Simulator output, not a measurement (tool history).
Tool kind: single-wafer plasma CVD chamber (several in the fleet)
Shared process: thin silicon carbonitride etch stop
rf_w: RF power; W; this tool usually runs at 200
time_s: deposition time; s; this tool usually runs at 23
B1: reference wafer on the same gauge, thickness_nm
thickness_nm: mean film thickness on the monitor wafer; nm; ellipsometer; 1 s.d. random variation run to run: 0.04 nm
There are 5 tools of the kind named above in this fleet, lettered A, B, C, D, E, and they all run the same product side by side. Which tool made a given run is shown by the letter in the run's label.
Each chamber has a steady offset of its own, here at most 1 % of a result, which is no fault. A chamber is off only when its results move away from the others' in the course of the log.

run 1B hour=7.1 | rf_w=200 time_s=23 | B1=12.304 | thickness_nm=13.088
run 2A hour=14.1 | rf_w=200 time_s=23 | B1=12.292 | thickness_nm=13.023
run 3C hour=23.2 | rf_w=200 time_s=23 | B1=12.302 | thickness_nm=13.059
run 4D hour=35.2 | rf_w=200 time_s=23 | B1=12.286 | thickness_nm=13.081
run 5E hour=47.1 | rf_w=200 time_s=23 | B1=12.299 | thickness_nm=13.226
run 6C hour=56 | rf_w=200 time_s=23 | B1=12.299 | thickness_nm=13.198
-- hour=60.4 chamber D: thermocouple changed; heater temperature recalibrated
run 7D hour=64.7 | rf_w=200 time_s=23 | B1=12.3 | thickness_nm=13.128
run 8B hour=70.9 | rf_w=200 time_s=23 | B1=12.301 | thickness_nm=13.131
run 9A hour=80.9 | rf_w=200 time_s=23 | B1=12.289 | thickness_nm=13.046
run 10E hour=92.4 | rf_w=200 time_s=23 | B1=12.298 | thickness_nm=13.173
run 11B hour=99.2 | rf_w=200 time_s=23 | B1=12.294 | thickness_nm=13.104
run 12C hour=105.4 | rf_w=200 time_s=25.6 | B1=12.305 | thickness_nm=14.615
run 13D hour=112.9 | rf_w=200 time_s=25.6 | B1=12.303 | thickness_nm=14.708
run 14E hour=119.4 | rf_w=200 time_s=25.6 | B1=12.3 | thickness_nm=14.712
run 15A hour=124.9 | rf_w=200 time_s=25.6 | B1=12.298 | thickness_nm=14.603
run 16A hour=133.9 | rf_w=200 time_s=25.6 | B1=12.311 | thickness_nm=14.544
run 17D hour=143.6 | rf_w=200 time_s=23 | B1=12.307 | thickness_nm=13.148
run 18B hour=150.2 | rf_w=185 time_s=23 | B1=12.297 | thickness_nm=12.836
run 19E hour=162.7 | rf_w=185 time_s=23 | B1=12.297 | thickness_nm=12.923
run 20C hour=169.3 | rf_w=185 time_s=23 | B1=12.301 | thickness_nm=12.849
run 21C hour=176.3 | rf_w=185 time_s=23 | B1=12.31 | thickness_nm=12.801
run 22B hour=182.3 | rf_w=185 time_s=23 | B1=12.299 | thickness_nm=12.804
run 23D hour=192.8 | rf_w=200 time_s=23 | B1=12.304 | thickness_nm=13.125
run 24E hour=202.6 | rf_w=200 time_s=23 | B1=12.295 | thickness_nm=13.251
-- hour=203.7 chamber D: RF generator calibrated
run 25A hour=211.8 | rf_w=200 time_s=23 | B1=12.299 | thickness_nm=13.033
run 26A hour=217.3 | rf_w=215 time_s=20.9 | B1=12.305 | thickness_nm=12.125
run 27D hour=224.7 | rf_w=215 time_s=20.9 | B1=12.287 | thickness_nm=12.131
run 28C hour=234.3 | rf_w=215 time_s=20.9 | B1=12.303 | thickness_nm=12.227
run 29E hour=241.4 | rf_w=215 time_s=20.9 | B1=12.301 | thickness_nm=12.302
run 30B hour=251.9 | rf_w=215 time_s=20.9 | B1=12.299 | thickness_nm=12.156
run 31C hour=261.5 | rf_w=200 time_s=23 | B1=12.293 | thickness_nm=13.11
run 32A hour=273.3 | rf_w=200 time_s=23 | B1=12.295 | thickness_nm=13.088
run 33B hour=284.3 | rf_w=190 time_s=24.4 | B1=12.299 | thickness_nm=13.744
run 34E hour=294.3 | rf_w=190 time_s=24.4 | B1=12.302 | thickness_nm=13.742
run 35D hour=306.8 | rf_w=190 time_s=24.4 | B1=12.297 | thickness_nm=13.686
run 36B hour=313.1 | rf_w=190 time_s=24.4 | B1=12.305 | thickness_nm=13.649
run 37C hour=325.5 | rf_w=190 time_s=24.4 | B1=12.293 | thickness_nm=13.731
run 38A hour=336.2 | rf_w=200 time_s=23 | B1=12.299 | thickness_nm=13.008
-- hour=340.7 chamber C: thermocouple changed; heater temperature recalibrated
run 39E hour=343.9 | rf_w=200 time_s=23 | B1=12.3 | thickness_nm=13.276
run 40D hour=354.1 | rf_w=200 time_s=23 | B1=12.31 | thickness_nm=13.13
run 41C hour=364.4 | rf_w=200 time_s=23 | B1=12.301 | thickness_nm=13.087
run 42E hour=370.6 | rf_w=200 time_s=23 | B1=12.298 | thickness_nm=13.217
run 43B hour=378.1 | rf_w=200 time_s=23 | B1=12.309 | thickness_nm=13.074

Has any chamber moved away from the others, gradually or after a service, or does the common gauge drift, or do the chambers differ only by their own small steady offsets? State the chamber and the most likely cause if one applies.

The fleet is healthy, with each chamber sitting at its usual small offset and no drift in the gauge.
